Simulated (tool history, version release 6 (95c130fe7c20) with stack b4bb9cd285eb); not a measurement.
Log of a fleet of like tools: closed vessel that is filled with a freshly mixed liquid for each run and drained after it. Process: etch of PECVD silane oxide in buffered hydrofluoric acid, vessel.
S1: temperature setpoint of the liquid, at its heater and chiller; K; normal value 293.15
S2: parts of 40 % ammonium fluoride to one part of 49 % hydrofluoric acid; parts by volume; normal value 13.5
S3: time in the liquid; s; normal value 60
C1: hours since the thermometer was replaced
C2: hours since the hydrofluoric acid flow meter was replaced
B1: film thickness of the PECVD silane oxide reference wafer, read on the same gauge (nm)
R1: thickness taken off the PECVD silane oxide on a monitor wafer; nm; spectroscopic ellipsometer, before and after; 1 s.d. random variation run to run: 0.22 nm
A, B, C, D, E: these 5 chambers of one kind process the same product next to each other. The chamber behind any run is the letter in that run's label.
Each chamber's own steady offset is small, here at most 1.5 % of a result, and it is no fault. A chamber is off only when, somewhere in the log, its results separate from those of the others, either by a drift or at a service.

run    day      S1    S2  S3      C1      C2      B1      R1
 1B  0.275  293.15  13.5  60  2179.3  1622.8  30.015  59.391
 2E  0.579  293.15  13.5  60  2033.4   712.4  29.974  59.322
 3A  0.804  293.15  13.5  60   684.6    1929  29.985   58.93
 4D  1.012  293.15  13.5  60  1389.1  1355.8  29.986  58.935
 5C  1.429  293.15  13.5  60  2146.5   831.8  30.016  59.362
 6D  1.796  293.15  13.5  60  1407.9  1374.6  30.012  58.634
 7B  2.083  293.15  13.5  60  2222.7  1666.2      30  59.056
 8A  2.321  293.15  13.5  60     721  1965.4  29.999  59.226
 9E  2.608  293.15  13.5  60  2082.1   761.1  30.008  59.157
10C  2.983  293.15  13.5  60  2183.8   869.1  30.016  59.216
11B  3.183  293.15  13.5  60  2249.1  1692.6  29.991  59.589
12C  3.425  293.15  13.5  60  2194.4   879.7  30.028  59.567
13A  3.817  297.65  13.5  60   756.9  2001.3  29.999  75.331
14E  4.033  297.65  13.5  60  2116.3   795.3  29.972  76.431
15D  4.362  297.65  13.5  60  1469.5  1436.2   30.02  74.935
16D  4.592  297.65  13.5  60    1475  1441.7  30.002  75.377
17A  5.008  297.65  13.5  60   785.5  2029.9  30.034  75.255
18E  5.271  293.15    15  85    2146     825  29.988  76.049
19B  5.688  293.15    15  85  2309.2  1752.7  30.023   75.12
20C  6.042  293.15    15  85  2257.2   942.5   30.03  75.153
21C  6.275  293.15    15  85  2262.8   948.1  29.994   75.89
     6.567  -- chamber C: thermometer replaced
22E  6.596  293.15    15  85  2177.8   856.8   29.98  76.257
23A  6.954  293.15  13.5  60   832.2  2076.6      30  58.785
24B  7.258  293.15    16  60  2346.9  1790.4  29.988  49.882
25D  7.575  293.15    16  60  1546.6  1513.3  30.012  49.608
26B  7.758  293.15    16  60  2358.9  1802.4  29.982  50.196
     7.979  -- chamber A: hydrofluoric acid flow meter replaced
27A   8.05  293.15    16  60   858.5     1.8  30.011  49.843
28E  8.333  293.15    16  60  2219.5   898.5  30.015  50.559
29D  8.575  293.15  13.5  60  1570.6  1537.3  29.994  58.399
30C  8.762  293.15  13.5  60    52.7  1007.8  29.967  59.809
31C  8.967  293.15  13.5  60    57.6  1012.7  29.994  59.732
32E  9.188  293.15  13.5  60    2240     919  29.982  59.489

Which is it: a chamber that has drifted or been left off by a service, a gauge drift common to all chambers, or only each chamber's usual small offset? If a chamber is off, name it and its likeliest cause.

Beyond each chamber's small constant offset nothing stands out, and the gauge stays steady.
